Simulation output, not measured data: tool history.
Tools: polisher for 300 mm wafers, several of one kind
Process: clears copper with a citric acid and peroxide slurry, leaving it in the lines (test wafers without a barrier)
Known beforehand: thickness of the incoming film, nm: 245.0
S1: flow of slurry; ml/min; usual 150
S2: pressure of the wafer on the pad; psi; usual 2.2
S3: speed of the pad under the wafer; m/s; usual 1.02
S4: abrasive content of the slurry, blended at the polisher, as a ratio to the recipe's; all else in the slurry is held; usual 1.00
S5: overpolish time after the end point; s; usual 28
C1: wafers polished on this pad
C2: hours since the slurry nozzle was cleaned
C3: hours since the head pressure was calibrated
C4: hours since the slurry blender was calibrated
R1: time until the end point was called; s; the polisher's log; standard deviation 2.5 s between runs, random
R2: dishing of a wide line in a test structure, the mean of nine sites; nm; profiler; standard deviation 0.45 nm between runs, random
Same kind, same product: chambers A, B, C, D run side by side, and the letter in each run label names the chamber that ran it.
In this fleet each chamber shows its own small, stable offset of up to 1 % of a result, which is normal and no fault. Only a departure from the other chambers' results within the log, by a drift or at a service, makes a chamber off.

run,day,S1,S2,S3,S4,S5,C1,C2,C3,C4,R1,R2
# day 0.612: chamber C: worn pad replaced by a new one
1B,0.658,150,2.2,1.02,1.00,28,192,570.5,381.1,79.9,169.20,29.314
# day 0.788: chamber A: worn pad replaced by a new one
2C,1.183,150,2.2,1.02,1.00,28,102,501.6,111.7,122.2,166.16,29.749
# day 1.188: chamber C: slurry nozzle cleaned
3A,1.571,150,2.2,1.02,1.00,28,141,355.9,204.2,208.9,167.17,28.662
4D,2.033,150,2.2,1.02,1.00,28,886,281.3,326.0,57.2,165.50,29.844
# day 2.042: chamber C: slurry blender recalibrated
# day 2.275: chamber D: worn pad replaced by a new one
5C,2.521,150,2.2,1.02,1.00,28,342,32.1,143.8,11.6,167.79,29.053
# day 2.667: chamber A: slurry blender recalibrated
# day 3.000: chamber B: slurry nozzle cleaned
6A,3.179,150,2.2,1.02,1.00,28,429,394.5,242.8,12.4,163.77,28.365
# day 3.346: chamber D: slurry blender recalibrated
7D,3.700,150,2.2,1.02,1.00,28,255,321.3,366.0,8.5,161.47,28.147
# day 3.921: chamber C: worn pad replaced by a new one
8B,4.125,150,2.2,1.02,1.00,28,814,27.0,464.3,163.1,167.56,28.905
# day 4.546: chamber B: slurry blender recalibrated
9D,4.638,150,1.8,1.02,1.00,28,424,343.8,388.5,31.0,199.47,23.780
# day 4.788: chamber A: worn pad replaced by a new one
# day 4.892: chamber B: head pressure recalibrated
10C,5.017,150,1.8,1.02,1.00,28,196,92.0,203.7,71.5,194.38,24.706
# day 5.038: chamber B: worn pad replaced by a new one
11A,5.496,150,1.8,1.02,1.00,28,127,450.1,298.4,68.0,199.30,24.512
12B,5.871,150,1.8,1.02,1.00,28,150,68.9,23.5,31.8,200.94,23.754
13C,6.175,150,2.2,1.02,1.00,28,404,119.8,231.5,99.3,163.54,29.203
14A,6.712,150,2.2,1.02,1.00,28,345,479.3,327.6,97.2,170.31,29.189
# day 7.171: chamber D: slurry blender recalibrated
15B,7.383,150,2.2,1.02,1.00,28,421,105.2,59.8,68.1,166.46,28.336
# day 7.400: chamber C: worn pad replaced by a new one
# day 7.700: chamber C: slurry blender recalibrated
16D,7.921,150,2.2,0.86,1.00,28,1013,422.6,467.3,18.1,194.49,24.873
# day 8.029: chamber D: worn pad replaced by a new one
# day 8.321: chamber A: worn pad replaced by a new one
# day 8.417: chamber D: slurry nozzle cleaned
17A,8.492,150,2.2,0.86,1.00,28,31,522.0,370.3,139.9,192.49,24.780
18B,9.142,150,2.2,0.86,1.00,28,737,147.4,102.0,110.3,195.20,24.881
19C,9.621,150,2.2,0.86,1.00,28,398,202.5,314.2,46.1,189.20,25.314
# day 9.962: chamber B: worn pad replaced by a new one
20D,10.079,150,2.8,1.16,1.00,28,368,40.0,519.1,69.9,113.06,39.746
21B,10.454,150,2.8,1.16,1.00,28,88,178.9,133.5,141.8,115.89,39.783
# day 10.633: chamber C: worn pad replaced by a new one
# day 10.679: chamber B: slurry blender recalibrated
22D,10.950,150,2.8,1.16,1.00,28,524,60.9,540.0,90.8,114.28,39.565
# day 11.225: chamber D: slurry blender recalibrated
23A,11.417,150,2.8,1.16,1.00,28,556,592.2,440.5,210.1,115.38,40.118
# day 11.983: chamber A: slurry blender recalibrated
24C,12.008,150,2.2,1.02,1.00,28,246,259.8,371.5,103.4,166.48,28.612
25B,12.312,150,2.2,1.02,1.00,28,421,223.5,178.1,39.3,161.88,29.099
# day 12.371: chamber A: worn pad replaced by a new one
# day 12.592: chamber C: slurry blender recalibrated
26D,12.642,150,2.2,1.02,1.00,28,828,101.5,580.6,34.1,164.92,29.362
27A,13.150,150,2.2,1.02,1.00,28,139,633.8,482.1,28.0,166.39,28.337
# day 13.483: chamber D: worn pad replaced by a new one
28C,13.525,150,2.2,1.02,1.00,28,519,296.2,407.9,22.5,162.25,29.142
29D,14.108,150,2.2,1.02,1.00,28,112,136.7,615.8,69.3,164.73,29.149
# day 14.325: chamber C: worn pad replaced by a new one
30B,14.579,150,2.2,1.02,1.00,28,828,277.9,232.5,93.7,163.95,28.883
31A,15.188,150,2.2,1.02,1.00,28,505,682.7,531.0,76.9,167.78,28.452
# day 15.325: chamber B: worn pad replaced by a new one
32C,15.642,150,2.2,1.02,1.00,28,236,347.0,458.7,73.3,159.94,28.407
# day 15.854: chamber D: slurry blender recalibrated
33C,16.017,150,2.2,1.02,1.00,28,303,356.0,467.7,82.3,163.81,29.495
# day 16.212: chamber A: slurry nozzle cleaned
# day 16.429: chamber A: worn pad replaced by a new one
34D,16.525,150,2.2,1.02,1.00,28,546,194.7,673.8,16.2,164.57,29.950
35A,17.058,150,2.2,1.02,0.75,43,113,20.3,575.9,121.8,171.08,39.485
36B,17.538,150,2.2,1.02,0.75,43,397,348.9,303.5,164.7,176.20,38.574
37D,18.171,150,2.2,1.02,0.75,43,841,234.2,713.3,55.7,173.85,38.714

Next, all 4 chambers run the settings below, one line each with question marks for the results. What does each chamber give?
38A,18.654,150,2.2,1.02,1.00,28,,,,,?,?
38B,18.654,150,2.2,1.02,1.00,28,,,,,?,?
38C,18.654,150,2.2,1.02,1.00,28,,,,,?,?
38D,18.654,150,2.2,1.02,1.00,28,,,,,?,?

run,R1,R2
38A,171.39,29.301
38B,169.13,28.440
38C,164.14,29.692
38D,160.86,29.366
